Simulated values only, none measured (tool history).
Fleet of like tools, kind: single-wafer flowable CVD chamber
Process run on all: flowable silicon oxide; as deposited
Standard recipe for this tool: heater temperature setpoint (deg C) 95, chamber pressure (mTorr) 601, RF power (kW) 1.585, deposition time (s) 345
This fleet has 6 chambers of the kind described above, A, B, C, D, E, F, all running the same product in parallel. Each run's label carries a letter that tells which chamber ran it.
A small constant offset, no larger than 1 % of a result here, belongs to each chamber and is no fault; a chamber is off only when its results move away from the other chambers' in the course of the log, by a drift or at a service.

run	hour	heater temperature setpoint (deg C)	chamber pressure (mTorr)	RF power (kW)	deposition time (s)	hours since the last thermocouple change	hours since the last RF generator calibration	hours since the last manometer calibration	read-back reference wafer on the same gauge, thickness_nm	mean film thickness on the monitor wafer (angstrom)
1E	8.3	95	601	1.585	345	1364.8	958.4	38.9	138.02	1589.90
2A	17.9	95	601	1.585	345	401.2	95.1	2186.3	138.13	1583.00
3B	24.0	95	601	1.585	345	1863.7	974.2	1175.6	138.06	1572.50
4C	31.0	95	601	1.585	345	196.4	1050.2	1884.3	138.06	1585.00
5D	36.8	104	601	1.585	345	1923.3	220.4	900.8	138.14	1187.80
6F	48.9	104	601	1.585	345	1503.7	1058.2	1326.6	138.12	1170.50
7B	56.1	104	601	1.585	345	1895.8	1006.3	1207.7	138.13	1175.40
8A	68.2	104	601	1.585	345	451.5	145.4	2236.6	138.20	1174.40
# hour 74.4: chamber C: RF generator calibrated
9E	76.3	104	601	1.585	345	1432.8	1026.4	106.9	138.22	1181.80
10C	83.6	104	601	1.585	345	249.0	9.2	1936.9	138.21	1171.00
11D	89.5	95	601	1.585	345	1976.0	273.1	953.5	138.22	1592.00
12F	95.8	95	601	1.585	345	1550.6	1105.1	1373.5	138.26	1585.40
13B	101.8	95	601	1.585	345	1941.5	1052.0	1253.4	138.29	1579.80
14F	109.6	85	671	1.585	345	1564.4	1118.9	1387.3	138.34	2537.10
15A	121.8	85	671	1.585	345	505.1	199.0	2290.2	138.38	2520.00
# hour 123.2: chamber E: thermocouple changed; heater temperature recalibrated
16D	128.8	85	671	1.585	345	2015.3	312.4	992.8	138.31	2552.90
17C	136.7	85	671	1.585	345	302.1	62.3	1990.0	138.39	2541.10
18E	144.5	85	671	1.585	345	21.3	1094.6	175.1	138.41	2528.80
19C	157.4	85	671	1.585	345	322.8	83.0	2010.7	138.43	2540.50
# hour 166.1: chamber B: capacitance manometer re-zeroed and calibrated
20A	169.0	95	601	1.585	345	552.3	246.2	2337.4	138.45	1586.60
21E	177.1	109	601	1.585	279	53.9	1127.2	207.7	138.44	814.14
22B	188.9	109	601	1.585	279	2028.6	1139.1	22.9	138.56	809.71
23F	198.6	109	601	1.585	279	1653.4	1207.9	1476.3	138.57	804.56
24D	210.7	109	601	1.585	279	2097.2	394.3	1074.7	138.55	815.85
25C	218.5	109	601	1.585	279	383.9	144.1	2071.8	138.62	804.22
26E	226.4	109	601	1.585	279	103.2	1176.5	257.0	138.59	816.66
27D	238.7	95	601	1.585	345	2125.2	422.3	1102.7	138.73	1602.10
28A	248.8	95	601	1.585	345	632.1	326.0	2417.2	138.71	1586.40
29F	259.5	95	601	1.585	345	1714.3	1268.8	1537.2	138.80	1597.20
30B	270.5	95	601	1.585	345	2110.2	1220.7	104.5	138.78	1589.40
31C	278.4	95	601	1.585	345	443.8	204.0	2131.7	138.81	1593.50
32E	288.9	95	601	1.585	345	165.7	1239.0	319.5	138.83	1592.10
33A	299.7	95	601	1.585	345	683.0	376.9	2468.1	138.79	1593.30
34B	307.7	95	601	1.585	345	2147.4	1257.9	141.7	138.87	1591.50
35D	316.4	95	601	1.585	345	2202.9	500.0	1180.4	138.91	1607.50
36F	324.8	95	601	1.585	345	1779.6	1334.1	1602.5	138.98	1597.30
37D	334.4	95	601	1.405	313	2220.9	518.0	1198.4	139.00	1400.00

Next, all 6 chambers run the settings below, one line each with question marks for the results. What does each chamber give?
38A	343.6	95	601	1.585	345					?
38B	343.6	95	601	1.585	345					?
38C	343.6	95	601	1.585	345					?
38D	343.6	95	601	1.585	345					?
38E	343.6	95	601	1.585	345					?
38F	343.6	95	601	1.585	345					?

run	mean film thickness on the monitor wafer (angstrom)
38A	1594.80
38B	1582.40
38C	1594.10
38D	1605.10
38E	1598.90
38F	1594.80
